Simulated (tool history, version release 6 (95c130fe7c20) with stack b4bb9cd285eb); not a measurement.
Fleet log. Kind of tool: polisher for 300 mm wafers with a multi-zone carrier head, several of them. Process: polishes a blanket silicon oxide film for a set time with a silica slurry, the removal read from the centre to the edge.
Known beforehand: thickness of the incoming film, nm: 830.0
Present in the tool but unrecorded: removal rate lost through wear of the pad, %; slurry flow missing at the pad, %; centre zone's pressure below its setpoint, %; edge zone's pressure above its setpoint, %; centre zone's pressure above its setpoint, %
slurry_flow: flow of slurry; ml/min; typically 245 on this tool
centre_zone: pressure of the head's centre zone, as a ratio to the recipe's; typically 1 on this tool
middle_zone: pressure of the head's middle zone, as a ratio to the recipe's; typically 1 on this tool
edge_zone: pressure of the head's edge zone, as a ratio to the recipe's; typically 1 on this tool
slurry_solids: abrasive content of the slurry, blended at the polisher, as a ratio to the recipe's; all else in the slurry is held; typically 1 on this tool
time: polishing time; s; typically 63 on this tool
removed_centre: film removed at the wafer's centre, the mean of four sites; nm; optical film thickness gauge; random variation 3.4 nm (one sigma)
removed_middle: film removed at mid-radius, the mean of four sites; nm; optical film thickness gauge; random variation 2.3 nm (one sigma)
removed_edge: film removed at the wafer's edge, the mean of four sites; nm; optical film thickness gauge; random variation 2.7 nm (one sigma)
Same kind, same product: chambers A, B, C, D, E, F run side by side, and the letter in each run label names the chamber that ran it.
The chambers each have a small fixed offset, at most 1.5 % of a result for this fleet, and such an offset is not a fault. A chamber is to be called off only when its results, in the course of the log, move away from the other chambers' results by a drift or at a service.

| run | hour | slurry_flow | centre_zone | middle_zone | edge_zone | slurry_solids | time | wafers polished on this pad | hours since the slurry nozzle was cleaned | hours since the centre zone pressure was calibrated | hours since the edge zone pressure was calibrated | removed_centre | removed_middle | removed_edge |
|---|---|---|---|---|---|---|---|---|---|---|---|---|---|---|
| 1C | 10.7 | 245 | 1 | 1 | 1 | 1 | 63 | 547 | 314.1 | 237.7 | 809.9 | 232.62 | 227.43 | 228.19 |
|  | 13.7 | chamber E: slurry nozzle cleaned |
| 2B | 15.6 | 245 | 1 | 1 | 1 | 1 | 63 | 801 | 254.7 | 317.8 | 256.4 | 224.94 | 232.31 | 230.72 |
|  | 20 | chamber A: worn pad replaced by a new one |
|  | 20.9 | chamber C: worn pad replaced by a new one |
| 3E | 24.7 | 245 | 1 | 1 | 1 | 1 | 63 | 330 | 11 | 411.5 | 394 | 229.54 | 228.8 | 224.89 |
| 4F | 32.1 | 245 | 1 | 1 | 1 | 1 | 63 | 631 | 201.1 | 166.6 | 45.1 | 231.33 | 225.46 | 230.61 |
|  | 34.4 | chamber F: slurry nozzle cleaned |
| 5D | 38.6 | 245 | 1 | 1 | 1 | 1 | 63 | 683 | 154.4 | 619.1 | 1064.5 | 234.14 | 229.3 | 225.01 |
| 6A | 47 | 245 | 1 | 1 | 1 | 1 | 63 | 266 | 317.4 | 571.4 | 270.1 | 229.51 | 227.72 | 232.58 |
|  | 51.2 | chamber B: worn pad replaced by a new one |
| 7F | 55.6 | 245 | 1 | 1 | 1 | 1 | 63 | 863 | 21.3 | 190.1 | 68.6 | 226.81 | 231.7 | 234.84 |
|  | 58.2 | chamber E: worn pad replaced by a new one |
| 8E | 65.1 | 245 | 1 | 1 | 1 | 1 | 63 | 68 | 51.4 | 451.9 | 434.4 | 230.82 | 235.09 | 229.78 |
|  | 74.7 | chamber D: worn pad replaced by a new one |
| 9B | 75.6 | 245 | 1 | 1 | 1 | 1 | 63 | 240 | 314.7 | 377.8 | 316.4 | 227.49 | 228.91 | 231.21 |
|  | 83.5 | chamber A: slurry nozzle cleaned |
| 10D | 86.4 | 245 | 1 | 1 | 1 | 1 | 63 | 115 | 202.2 | 666.9 | 1112.3 | 229.03 | 227.84 | 230.38 |
|  | 87.4 | chamber F: worn pad replaced by a new one |
|  | 90.2 | chamber C: worn pad replaced by a new one |
| 11A | 96.3 | 245 | 1 | 1.04 | 1.1 | 1 | 63 | 753 | 12.8 | 620.7 | 319.4 | 229.84 | 232.29 | 241.66 |
| 12C | 106 | 245 | 1 | 1.04 | 1.1 | 1 | 63 | 156 | 409.4 | 333 | 905.2 | 227.39 | 238.14 | 238.08 |
| 13D | 113 | 245 | 1 | 1.04 | 1.1 | 1 | 63 | 378 | 228.8 | 693.5 | 1138.9 | 230.97 | 234.86 | 239.6 |
|  | 120.9 | chamber E: worn pad replaced by a new one |
|  | 122.1 | chamber A: worn pad replaced by a new one |
| 14B | 122.9 | 245 | 1 | 1.04 | 1.1 | 1 | 63 | 707 | 362 | 425.1 | 363.7 | 228.34 | 236.82 | 241.56 |
| 15C | 131.3 | 245 | 1 | 1.04 | 1.1 | 1 | 63 | 405 | 434.7 | 358.3 | 930.5 | 233.7 | 234.73 | 235.25 |
| 16E | 138.8 | 245 | 1 | 1.04 | 1.1 | 1 | 63 | 177 | 125.1 | 525.6 | 508.1 | 227.04 | 241.72 | 235.01 |
|  | 143.3 | chamber B: edge zone pressure recalibrated |
|  | 143.7 | chamber C: worn pad replaced by a new one |
| 17F | 143.8 | 270 | 1 | 1 | 1 | 1 | 72 | 556 | 109.5 | 278.3 | 156.8 | 262.95 | 263.57 | 266.1 |
| 18A | 152 | 270 | 1 | 1 | 1 | 1 | 72 | 295 | 68.5 | 676.4 | 375.1 | 255.04 | 267.07 | 267.14 |
| 19C | 157.2 | 270 | 1 | 1 | 1 | 1 | 72 | 133 | 460.6 | 384.2 | 956.4 | 269.61 | 257.51 | 256.73 |
| 20D | 164.1 | 270 | 1 | 1 | 1 | 1 | 72 | 882 | 279.9 | 744.6 | 1190 | 263.8 | 263.47 | 261.21 |
| 21A | 174.3 | 270 | 1 | 1 | 1 | 1 | 72 | 515 | 90.8 | 698.7 | 397.4 | 246.37 | 262.41 | 262.86 |
|  | 174.7 | chamber C: centre zone pressure recalibrated |
|  | 180.1 | chamber D: worn pad replaced by a new one |
|  | 180.6 | chamber E: worn pad replaced by a new one |
| 22F | 182.8 | 270 | 1 | 1 | 1 | 1 | 72 | 941 | 148.5 | 317.3 | 195.8 | 257.4 | 262.19 | 266.39 |
|  | 188.1 | chamber B: worn pad replaced by a new one |
|  | 191.8 | chamber A: edge zone pressure recalibrated |
| 23B | 192.4 | 245 | 1.1 | 1 | 1 | 1 | 63 | 42 | 431.5 | 494.6 | 49.1 | 255.66 | 227.28 | 231.4 |
|  | 193.4 | chamber B: centre zone pressure recalibrated |
|  | 198.7 | chamber C: worn pad replaced by a new one |
| 24E | 203.3 | 245 | 1.1 | 1 | 1 | 1 | 63 | 224 | 189.6 | 590.1 | 572.6 | 256.02 | 230.53 | 228.89 |
|  | 205.5 | chamber A: worn pad replaced by a new one |
| 25C | 212.8 | 245 | 1.1 | 1 | 1 | 1 | 63 | 139 | 516.2 | 38.1 | 1012 | 259.53 | 230.67 | 226.48 |
| 26B | 220.1 | 245 | 1.1 | 1 | 1 | 1 | 63 | 315 | 459.2 | 26.8 | 76.8 | 258.5 | 228.36 | 230.54 |
|  | 224 | chamber F: worn pad replaced by a new one |
| 27E | 231.1 | 245 | 1.1 | 1 | 1 | 1 | 63 | 498 | 217.4 | 617.9 | 600.4 | 251.44 | 236.53 | 226.12 |
|  | 239.7 | chamber E: worn pad replaced by a new one |
| 28D | 241.6 | 245 | 1.1 | 1 | 1 | 1 | 63 | 606 | 357.4 | 822.1 | 1267.5 | 253.96 | 226.07 | 228.53 |
| 29F | 247.2 | 245 | 1 | 1 | 1 | 1 | 63 | 229 | 212.9 | 381.7 | 260.2 | 231.54 | 226.68 | 231.19 |
| 30A | 254.9 | 245 | 1 | 1 | 1 | 1 | 63 | 488 | 171.4 | 779.3 | 63.2 | 201.81 | 229.12 | 226.62 |
| 31E | 262.6 | 245 | 1 | 1 | 1 | 1 | 63 | 226 | 248.9 | 649.4 | 631.9 | 229.42 | 229.56 | 226.42 |
|  | 265.2 | chamber C: worn pad replaced by a new one |
| 32B | 268.4 | 245 | 1 | 1 | 1 | 1 | 63 | 792 | 507.5 | 75.1 | 125.1 | 228.26 | 231.22 | 224.31 |
| 33C | 273.2 | 245 | 1 | 1 | 1 | 1 | 63 | 79 | 576.6 | 98.5 | 1072.4 | 226.3 | 226.75 | 227.69 |
| 34D | 278.3 | 245 | 1 | 1 | 1 | 1 | 63 | 968 | 394.1 | 858.8 | 1304.2 | 233.59 | 230.65 | 230.95 |
|  | 284.9 | chamber F: slurry nozzle cleaned |
| 35F | 284.9 | 245 | 1 | 1 | 1 | 0.75 | 63 | 601 | 0 | 419.4 | 297.9 | 197.68 | 196.78 | 200.63 |
|  | 291.4 | chamber A: worn pad replaced by a new one |
| 36A | 295.7 | 245 | 1 | 1 | 1 | 0.75 | 63 | 42 | 212.2 | 820.1 | 104 | 176.64 | 196.48 | 200.5 |
| 37C | 301.1 | 245 | 1 | 1 | 1 | 0.75 | 63 | 354 | 604.5 | 126.4 | 1100.3 | 201.23 | 200.48 | 199.44 |
| 38A | 306.4 | 245 | 1 | 1 | 1 | 0.75 | 63 | 148 | 222.9 | 830.8 | 114.7 | 173.82 | 195.84 | 199.65 |

Has any chamber moved away from the others, gradually or after a service, or does the common gauge drift, or do the chambers differ only by their own small steady offsets? State the chamber and the most likely cause if one applies.

One chamber, A, drifts off from the rest bit by bit.
Cause: centre zone's pressure below its setpoint, % = 10.9.

Chamber A could run next with any of the 4 candidate recipes listed below; each alters the usual settings, and their results appear as question marks. Which one brings its results back in line with what the other chambers deliver on the usual settings?
In line here means within this much of the mean the other chambers give on the usual settings: removed_centre 12 nm; removed_middle 8.1 nm; removed_edge 9.3 nm
| 39A-1 | 314.3 | 240 | 0.9 | 1.01 | 1.04 | 1 | 63 |  |  |  |  | ? | ? | ? |
| 39A-2 | 314.3 | 250 | 1.1 | 0.99 | 0.96 | 1 | 63 |  |  |  |  | ? | ? | ? |
| 39A-3 | 314.3 | 230 | 0.83 | 1.02 | 1.07 | 1 | 62 |  |  |  |  | ? | ? | ? |
| 39A-4 | 314.3 | 265 | 1.17 | 0.96 | 0.91 | 1 | 65 |  |  |  |  | ? | ? | ? |

The other chambers' mean on the usual settings: removed_centre 229.05 nm; removed_middle 228.55 nm; removed_edge 228.58 nm
| run | removed_centre | removed_middle | removed_edge |
|---|---|---|---|
| 39A-1 | 177.31 | 230.24 | 233.82 |
| 39A-2 | 223.27 | 226.94 | 225.04 |
| 39A-3 | 158.15 | 227.53 | 232.72 |
| 39A-4 | 248.36 | 229.09 | 227.13 |
39A-2 puts the chamber back in line with the other chambers.

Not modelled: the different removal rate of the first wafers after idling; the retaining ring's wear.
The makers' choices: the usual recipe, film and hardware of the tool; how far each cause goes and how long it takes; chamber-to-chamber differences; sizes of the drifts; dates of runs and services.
